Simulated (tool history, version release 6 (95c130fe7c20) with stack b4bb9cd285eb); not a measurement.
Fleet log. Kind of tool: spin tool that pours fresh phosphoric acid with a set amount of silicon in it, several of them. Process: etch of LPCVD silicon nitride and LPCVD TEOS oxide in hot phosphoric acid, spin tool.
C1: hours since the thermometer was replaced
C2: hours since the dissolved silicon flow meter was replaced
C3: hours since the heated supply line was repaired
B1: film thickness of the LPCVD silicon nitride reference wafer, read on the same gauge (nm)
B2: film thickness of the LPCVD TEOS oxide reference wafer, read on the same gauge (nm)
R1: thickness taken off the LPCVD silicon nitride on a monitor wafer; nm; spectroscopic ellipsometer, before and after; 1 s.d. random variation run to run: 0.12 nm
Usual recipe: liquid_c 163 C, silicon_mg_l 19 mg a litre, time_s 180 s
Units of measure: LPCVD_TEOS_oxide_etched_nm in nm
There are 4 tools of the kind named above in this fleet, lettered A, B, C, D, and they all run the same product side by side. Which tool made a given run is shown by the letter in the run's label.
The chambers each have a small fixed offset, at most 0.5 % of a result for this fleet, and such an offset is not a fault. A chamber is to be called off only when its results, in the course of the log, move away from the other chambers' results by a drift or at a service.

run 1A hour=5.6 | liquid_c=163 silicon_mg_l=19 time_s=180 | C1=721.3 C2=473.5 C3=531.2 | B1=100.02 B2=130 | R1=17.842 LPCVD_TEOS_oxide_etched_nm=0.536
run 2B hour=13 | liquid_c=163 silicon_mg_l=19 time_s=180 | C1=82.5 C2=608.5 C3=2351.7 | B1=99.998 B2=130 | R1=17.893 LPCVD_TEOS_oxide_etched_nm=0.56829
run 3C hour=23.5 | liquid_c=163 silicon_mg_l=19 time_s=180 | C1=664.6 C2=967.1 C3=89.1 | B1=100.01 B2=130.01 | R1=17.626 LPCVD_TEOS_oxide_etched_nm=0.49241
run 4D hour=29.6 | liquid_c=163 silicon_mg_l=19 time_s=180 | C1=619.6 C2=1104.6 C3=1631.3 | B1=99.986 B2=130.02 | R1=17.965 LPCVD_TEOS_oxide_etched_nm=0.54388
run 5B hour=38.9 | liquid_c=163 silicon_mg_l=19 time_s=180 | C1=108.4 C2=634.4 C3=2377.6 | B1=99.964 B2=129.99 | R1=17.9 LPCVD_TEOS_oxide_etched_nm=0.55978
run 6A hour=49.5 | liquid_c=163 silicon_mg_l=19 time_s=180 | C1=765.2 C2=517.4 C3=575.1 | B1=100.02 B2=130 | R1=17.862 LPCVD_TEOS_oxide_etched_nm=0.54262
run 7C hour=58.6 | liquid_c=163 silicon_mg_l=19 time_s=180 | C1=699.7 C2=1002.2 C3=124.2 | B1=100 B2=129.98 | R1=17.776 LPCVD_TEOS_oxide_etched_nm=0.59868
run 8D hour=69.8 | liquid_c=163 silicon_mg_l=19 time_s=180 | C1=659.8 C2=1144.8 C3=1671.5 | B1=100.02 B2=130.01 | R1=17.754 LPCVD_TEOS_oxide_etched_nm=0.5562
run 9D hour=75 | liquid_c=163 silicon_mg_l=19 time_s=180 | C1=665 C2=1150 C3=1676.7 | B1=99.973 B2=130.02 | R1=17.757 LPCVD_TEOS_oxide_etched_nm=0.55324
run 10C hour=84 | liquid_c=163 silicon_mg_l=19 time_s=180 | C1=725.1 C2=1027.6 C3=149.6 | B1=100 B2=130.01 | R1=17.847 LPCVD_TEOS_oxide_etched_nm=0.57221
run 11B hour=93.5 | liquid_c=163 silicon_mg_l=19 time_s=180 | C1=163 C2=689 C3=2432.2 | B1=100.02 B2=130 | R1=18.024 LPCVD_TEOS_oxide_etched_nm=0.5131
run 12A hour=98.7 | liquid_c=163 silicon_mg_l=19 time_s=180 | C1=814.4 C2=566.6 C3=624.3 | B1=99.981 B2=129.99 | R1=18.037 LPCVD_TEOS_oxide_etched_nm=0.57508
run 13A hour=105.4 | liquid_c=163 silicon_mg_l=31 time_s=180 | C1=821.1 C2=573.3 C3=631 | B1=100.01 B2=130 | R1=17.905 LPCVD_TEOS_oxide_etched_nm=0.40885
run 14D hour=113.9 | liquid_c=163 silicon_mg_l=31 time_s=180 | C1=703.9 C2=1188.9 C3=1715.6 | B1=100.01 B2=130.01 | R1=17.978 LPCVD_TEOS_oxide_etched_nm=0.37029
run 15B hour=122.6 | liquid_c=163 silicon_mg_l=31 time_s=180 | C1=192.1 C2=718.1 C3=2461.3 | B1=99.989 B2=129.99 | R1=17.915 LPCVD_TEOS_oxide_etched_nm=0.36796
run 16C hour=131.3 | liquid_c=163 silicon_mg_l=31 time_s=180 | C1=772.4 C2=1074.9 C3=196.9 | B1=100.03 B2=130.01 | R1=18.033 LPCVD_TEOS_oxide_etched_nm=0.38428
run 17B hour=137.4 | liquid_c=163 silicon_mg_l=19 time_s=180 | C1=206.9 C2=732.9 C3=2476.1 | B1=99.989 B2=129.98 | R1=17.949 LPCVD_TEOS_oxide_etched_nm=0.58182
run 18A hour=143.9 | liquid_c=163 silicon_mg_l=19 time_s=180 | C1=859.6 C2=611.8 C3=669.5 | B1=100 B2=130.01 | R1=17.715 LPCVD_TEOS_oxide_etched_nm=0.57484
run 19C hour=150.2 | liquid_c=163 silicon_mg_l=19 time_s=180 | C1=791.3 C2=1093.8 C3=215.8 | B1=99.975 B2=129.98 | R1=17.968 LPCVD_TEOS_oxide_etched_nm=0.56005
run 20D hour=158 | liquid_c=161.5 silicon_mg_l=19 time_s=180 | C1=748 C2=1233 C3=1759.7 | B1=100.02 B2=130 | R1=17.033 LPCVD_TEOS_oxide_etched_nm=0.5524
run 21D hour=165.6 | liquid_c=161.5 silicon_mg_l=19 time_s=180 | C1=755.6 C2=1240.6 C3=1767.3 | B1=100.01 B2=130.01 | R1=16.893 LPCVD_TEOS_oxide_etched_nm=0.47672
run 22C hour=174.9 | liquid_c=161.5 silicon_mg_l=19 time_s=180 | C1=816 C2=1118.5 C3=240.5 | B1=100.01 B2=130.03 | R1=16.924 LPCVD_TEOS_oxide_etched_nm=0.56357
run 23A hour=184.3 | liquid_c=161.5 silicon_mg_l=19 time_s=180 | C1=900 C2=652.2 C3=709.9 | B1=99.995 B2=130.02 | R1=17.187 LPCVD_TEOS_oxide_etched_nm=0.48905
run 24B hour=194.4 | liquid_c=163 silicon_mg_l=19 time_s=180 | C1=263.9 C2=789.9 C3=2533.1 | B1=100.01 B2=130 | R1=17.874 LPCVD_TEOS_oxide_etched_nm=0.54213
run 25A hour=204.5 | liquid_c=163 silicon_mg_l=7 time_s=100 | C1=920.2 C2=672.4 C3=730.1 | B1=99.991 B2=130 | R1=10.096 LPCVD_TEOS_oxide_etched_nm=0.48568
run 26B hour=211 | liquid_c=163 silicon_mg_l=7 time_s=100 | C1=280.5 C2=806.5 C3=2549.7 | B1=100 B2=129.99 | R1=9.8912 LPCVD_TEOS_oxide_etched_nm=0.42541
run 27C hour=216.8 | liquid_c=163 silicon_mg_l=7 time_s=100 | C1=857.9 C2=1160.4 C3=282.4 | B1=100.01 B2=130 | R1=9.9045 LPCVD_TEOS_oxide_etched_nm=0.40299
run 28D hour=221.9 | liquid_c=163 silicon_mg_l=7 time_s=100 | C1=811.9 C2=1296.9 C3=1823.6 | B1=100.01 B2=130.01 | R1=10.002 LPCVD_TEOS_oxide_etched_nm=0.4037

Next, all 4 chambers run the settings below, one line each with question marks for the results. What does each chamber give?
run 29A hour=230.2 | liquid_c=165 silicon_mg_l=19 time_s=180 | R1=? LPCVD_TEOS_oxide_etched_nm=?
run 29B hour=230.2 | liquid_c=165 silicon_mg_l=19 time_s=180 | R1=? LPCVD_TEOS_oxide_etched_nm=?
run 29C hour=230.2 | liquid_c=165 silicon_mg_l=19 time_s=180 | R1=? LPCVD_TEOS_oxide_etched_nm=?
run 29D hour=230.2 | liquid_c=165 silicon_mg_l=19 time_s=180 | R1=? LPCVD_TEOS_oxide_etched_nm=?

run=29A R1=19.255 LPCVD_TEOS_oxide_etched_nm=0.66517
run=29B R1=19.343 LPCVD_TEOS_oxide_etched_nm=0.65821
run=29C R1=19.255 LPCVD_TEOS_oxide_etched_nm=0.72569
run=29D R1=19.139 LPCVD_TEOS_oxide_etched_nm=0.58638
